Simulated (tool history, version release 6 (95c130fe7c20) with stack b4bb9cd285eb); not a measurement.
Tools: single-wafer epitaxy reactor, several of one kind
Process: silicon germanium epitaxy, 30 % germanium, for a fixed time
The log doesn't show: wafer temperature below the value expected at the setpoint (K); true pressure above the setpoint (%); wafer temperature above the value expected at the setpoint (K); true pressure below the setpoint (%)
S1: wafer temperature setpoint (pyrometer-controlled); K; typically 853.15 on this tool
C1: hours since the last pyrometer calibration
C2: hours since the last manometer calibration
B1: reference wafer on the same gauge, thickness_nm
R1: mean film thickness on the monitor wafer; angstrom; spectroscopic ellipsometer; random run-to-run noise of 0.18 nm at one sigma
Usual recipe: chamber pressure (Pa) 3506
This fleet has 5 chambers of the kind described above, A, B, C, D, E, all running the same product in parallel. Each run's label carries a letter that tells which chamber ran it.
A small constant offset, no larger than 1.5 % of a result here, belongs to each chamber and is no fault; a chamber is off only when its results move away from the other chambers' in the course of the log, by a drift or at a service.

{"run": "1D", "day": 0.179, "S1": 853.15, "chamber pressure (Pa)": 3506, "C1": 1529.1, "C2": 6.7, "B1": 50.715, "R1": 449.55}
{"run": "2E", "day": 0.512, "S1": 853.15, "chamber pressure (Pa)": 3506, "C1": 655.9, "C2": 2210.1, "B1": 50.752, "R1": 454.09}
{"run": "3C", "day": 0.788, "S1": 853.15, "chamber pressure (Pa)": 3506, "C1": 2568, "C2": 93.5, "B1": 50.668, "R1": 456.57}
{"run": "4A", "day": 1.083, "S1": 853.15, "chamber pressure (Pa)": 3506, "C1": 270.4, "C2": 1283.4, "B1": 50.718, "R1": 455.91}
{"run": "5B", "day": 1.267, "S1": 853.15, "chamber pressure (Pa)": 3506, "C1": 898.3, "C2": 1721, "B1": 50.707, "R1": 454.86}
{"run": "6A", "day": 1.6, "S1": 867.15, "chamber pressure (Pa)": 2906, "C1": 282.8, "C2": 1295.8, "B1": 50.667, "R1": 540.47}
{"run": "7B", "day": 1.8, "S1": 867.15, "chamber pressure (Pa)": 2906, "C1": 911.1, "C2": 1733.8, "B1": 50.705, "R1": 545.83}
{"run": "8D", "day": 2.117, "S1": 867.15, "chamber pressure (Pa)": 2906, "C1": 1575.6, "C2": 53.2, "B1": 50.681, "R1": 538.55}
{"run": "9C", "day": 2.412, "S1": 867.15, "chamber pressure (Pa)": 2906, "C1": 2607, "C2": 132.5, "B1": 50.705, "R1": 550.5}
{"run": "10E", "day": 2.658, "S1": 867.15, "chamber pressure (Pa)": 2906, "C1": 707.4, "C2": 2261.6, "B1": 50.71, "R1": 555.4}
{"run": "11B", "day": 2.825, "S1": 853.15, "chamber pressure (Pa)": 3506, "C1": 935.7, "C2": 1758.4, "B1": 50.743, "R1": 454.98}
{"run": "12C", "day": 3.1, "S1": 853.15, "chamber pressure (Pa)": 3506, "C1": 2623.5, "C2": 149, "B1": 50.73, "R1": 452.31}
{"run": "13D", "day": 3.425, "S1": 853.15, "chamber pressure (Pa)": 3506, "C1": 1607, "C2": 84.6, "B1": 50.719, "R1": 449.74}
{"run": "14A", "day": 3.662, "S1": 853.15, "chamber pressure (Pa)": 3506, "C1": 332.3, "C2": 1345.3, "B1": 50.698, "R1": 450.98}
{"day": 3.875, "done": "chamber C: pyrometer calibrated"}
{"run": "15E", "day": 3.883, "S1": 853.15, "chamber pressure (Pa)": 3506, "C1": 736.8, "C2": 2291, "B1": 50.752, "R1": 459.38}
{"run": "16C", "day": 4.175, "S1": 845.15, "chamber pressure (Pa)": 4240, "C1": 7.3, "C2": 174.8, "B1": 50.661, "R1": 419.59}
{"run": "17A", "day": 4.467, "S1": 845.15, "chamber pressure (Pa)": 4240, "C1": 351.6, "C2": 1364.6, "B1": 50.71, "R1": 419.9}
{"run": "18E", "day": 4.662, "S1": 845.15, "chamber pressure (Pa)": 4240, "C1": 755.5, "C2": 2309.7, "B1": 50.729, "R1": 422.83}
{"run": "19B", "day": 4.979, "S1": 845.15, "chamber pressure (Pa)": 4240, "C1": 987.4, "C2": 1810.1, "B1": 50.649, "R1": 419.95}
{"run": "20D", "day": 5.196, "S1": 845.15, "chamber pressure (Pa)": 4240, "C1": 1649.5, "C2": 127.1, "B1": 50.684, "R1": 413.17}
{"run": "21D", "day": 5.508, "S1": 853.15, "chamber pressure (Pa)": 3506, "C1": 1657, "C2": 134.6, "B1": 50.68, "R1": 448.83}
{"run": "22C", "day": 5.875, "S1": 867.15, "chamber pressure (Pa)": 3506, "C1": 48.1, "C2": 215.6, "B1": 50.719, "R1": 593.08}
{"run": "23B", "day": 6.083, "S1": 867.15, "chamber pressure (Pa)": 3506, "C1": 1013.9, "C2": 1836.6, "B1": 50.65, "R1": 589.21}
{"run": "24A", "day": 6.312, "S1": 867.15, "chamber pressure (Pa)": 3506, "C1": 395.9, "C2": 1408.9, "B1": 50.707, "R1": 590.9}
{"run": "25E", "day": 6.529, "S1": 867.15, "chamber pressure (Pa)": 3506, "C1": 800.3, "C2": 2354.5, "B1": 50.705, "R1": 593.97}
{"run": "26C", "day": 6.858, "S1": 867.15, "chamber pressure (Pa)": 3506, "C1": 71.7, "C2": 239.2, "B1": 50.669, "R1": 590.7}
{"run": "27D", "day": 7.125, "S1": 853.15, "chamber pressure (Pa)": 3506, "C1": 1695.8, "C2": 173.4, "B1": 50.665, "R1": 447.4}
{"run": "28A", "day": 7.4, "S1": 853.15, "chamber pressure (Pa)": 3506, "C1": 422, "C2": 1435, "B1": 50.639, "R1": 450.96}
{"run": "29E", "day": 7.688, "S1": 853.15, "chamber pressure (Pa)": 3506, "C1": 828.1, "C2": 2382.3, "B1": 50.686, "R1": 458.01}
{"run": "30B", "day": 8.029, "S1": 853.15, "chamber pressure (Pa)": 3506, "C1": 1060.6, "C2": 1883.3, "B1": 50.649, "R1": 452.41}
{"run": "31B", "day": 8.233, "S1": 853.15, "chamber pressure (Pa)": 3506, "C1": 1065.5, "C2": 1888.2, "B1": 50.758, "R1": 454.11}
{"run": "32A", "day": 8.567, "S1": 846.15, "chamber pressure (Pa)": 3826, "C1": 450, "C2": 1463, "B1": 50.677, "R1": 410.52}
{"run": "33D", "day": 8.908, "S1": 846.15, "chamber pressure (Pa)": 3826, "C1": 1738.6, "C2": 216.2, "B1": 50.744, "R1": 406.64}
{"run": "34C", "day": 9.267, "S1": 846.15, "chamber pressure (Pa)": 3826, "C1": 129.5, "C2": 297, "B1": 50.683, "R1": 413.43}
{"run": "35E", "day": 9.458, "S1": 846.15, "chamber pressure (Pa)": 3826, "C1": 870.6, "C2": 2424.8, "B1": 50.67, "R1": 408.87}
{"run": "36A", "day": 9.671, "S1": 846.15, "chamber pressure (Pa)": 3826, "C1": 476.5, "C2": 1489.5, "B1": 50.695, "R1": 410.47}
{"run": "37C", "day": 10.017, "S1": 853.15, "chamber pressure (Pa)": 3506, "C1": 147.5, "C2": 315, "B1": 50.66, "R1": 454.41}

Next, every chamber runs the same settings. What will each give?
{"run": "38A", "day": 10.288, "S1": 863.15, "chamber pressure (Pa)": 3506, "R1": "?"}
{"run": "38B", "day": 10.288, "S1": 863.15, "chamber pressure (Pa)": 3506, "R1": "?"}
{"run": "38C", "day": 10.288, "S1": 863.15, "chamber pressure (Pa)": 3506, "R1": "?"}
{"run": "38D", "day": 10.288, "S1": 863.15, "chamber pressure (Pa)": 3506, "R1": "?"}
{"run": "38E", "day": 10.288, "S1": 863.15, "chamber pressure (Pa)": 3506, "R1": "?"}

run=38A R1=540.99
run=38B R1=549.31
run=38C R1=551.81
run=38D R1=536.95
run=38E R1=555.18

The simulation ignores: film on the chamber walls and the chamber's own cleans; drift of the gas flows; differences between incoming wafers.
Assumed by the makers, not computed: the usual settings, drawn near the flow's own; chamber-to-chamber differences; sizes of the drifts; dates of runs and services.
